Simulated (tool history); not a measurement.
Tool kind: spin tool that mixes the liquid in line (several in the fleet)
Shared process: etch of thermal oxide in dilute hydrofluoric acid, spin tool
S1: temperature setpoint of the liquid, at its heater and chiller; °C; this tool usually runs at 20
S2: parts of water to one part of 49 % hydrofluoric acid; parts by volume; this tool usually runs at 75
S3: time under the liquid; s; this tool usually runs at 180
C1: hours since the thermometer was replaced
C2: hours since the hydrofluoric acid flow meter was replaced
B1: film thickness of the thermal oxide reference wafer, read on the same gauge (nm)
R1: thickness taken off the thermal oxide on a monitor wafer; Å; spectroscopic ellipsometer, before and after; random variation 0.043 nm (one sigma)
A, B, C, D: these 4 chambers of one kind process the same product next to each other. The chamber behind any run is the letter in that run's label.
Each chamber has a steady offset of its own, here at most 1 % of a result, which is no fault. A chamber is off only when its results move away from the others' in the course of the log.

run,hour,S1,S2,S3,C1,C2,B1,R1
1C,6,20,75,180,499.4,37.3,60.027,96.532
2D,9.7,20,75,180,182.2,224.4,60.008,97.283
3A,15.7,20,75,180,1560.5,641.5,60.023,96.015
4B,21.6,20,75,180,105.7,358.1,60.034,97.452
5C,28.7,20,75,180,522.1,60,60.007,96.805
6D,32.7,20,75,180,205.2,247.4,60.019,96.561
7A,39,20,40,255,1583.8,664.8,59.958,266.29
8B,46,20,40,255,130.1,382.5,59.962,269.96
9C,52.5,20,40,255,545.9,83.8,59.999,261.94
10D,58,20,40,255,230.5,272.7,60.057,268.63
11A,64.6,20,75,180,1609.4,690.4,59.95,96.073
12B,69.2,20,75,180,153.3,405.7,60.033,97.359
13C,75.1,20,75,180,568.5,106.4,59.962,97.022
14D,80.9,20,75,180,253.4,295.6,60.02,96.155
# hour 82.5: chamber A: hydrofluoric acid flow meter replaced
15B,84.8,20,75,180,168.9,421.3,60.005,97.99
16A,91.1,20,75,180,1635.9,8.6,59.951,97.307
17C,97.2,23.5,50,180,590.6,128.5,60.021,174.01
18D,101.4,23.5,50,180,273.9,316.1,59.968,173.48
19B,104.9,23.5,50,180,189,441.4,59.976,174.74
20A,110.8,23.5,50,180,1655.6,28.3,60.041,172.28
21D,117.4,20,75,180,289.9,332.1,60.045,96.053
22A,122.8,20,75,180,1667.6,40.3,59.973,96.83
23C,129.5,20,75,180,622.9,160.8,59.983,100.68
24B,134.1,20,75,180,218.2,470.6,59.986,97.037
25D,139.6,20,75,180,312.1,354.3,60.022,95.881
26C,147,20,75,180,640.4,178.3,60.019,101.37
27A,153.5,20,75,180,1698.3,71,60.031,95.793
28B,159.1,20,45,180,243.2,495.6,60.061,169.13
29A,163.7,20,45,180,1708.5,81.2,59.98,166.31
30D,169.8,20,45,180,342.3,384.5,60.025,168.18

The same settings go to every chamber for the next run, one line per chamber below. Forecast the results for each:
31A,175.4,20,75,180,,,,?
31B,175.4,20,75,180,,,,?
31C,175.4,20,75,180,,,,?
31D,175.4,20,75,180,,,,?

run,R1
31A,96.389
31B,97.822
31C,102.76
31D,97.253
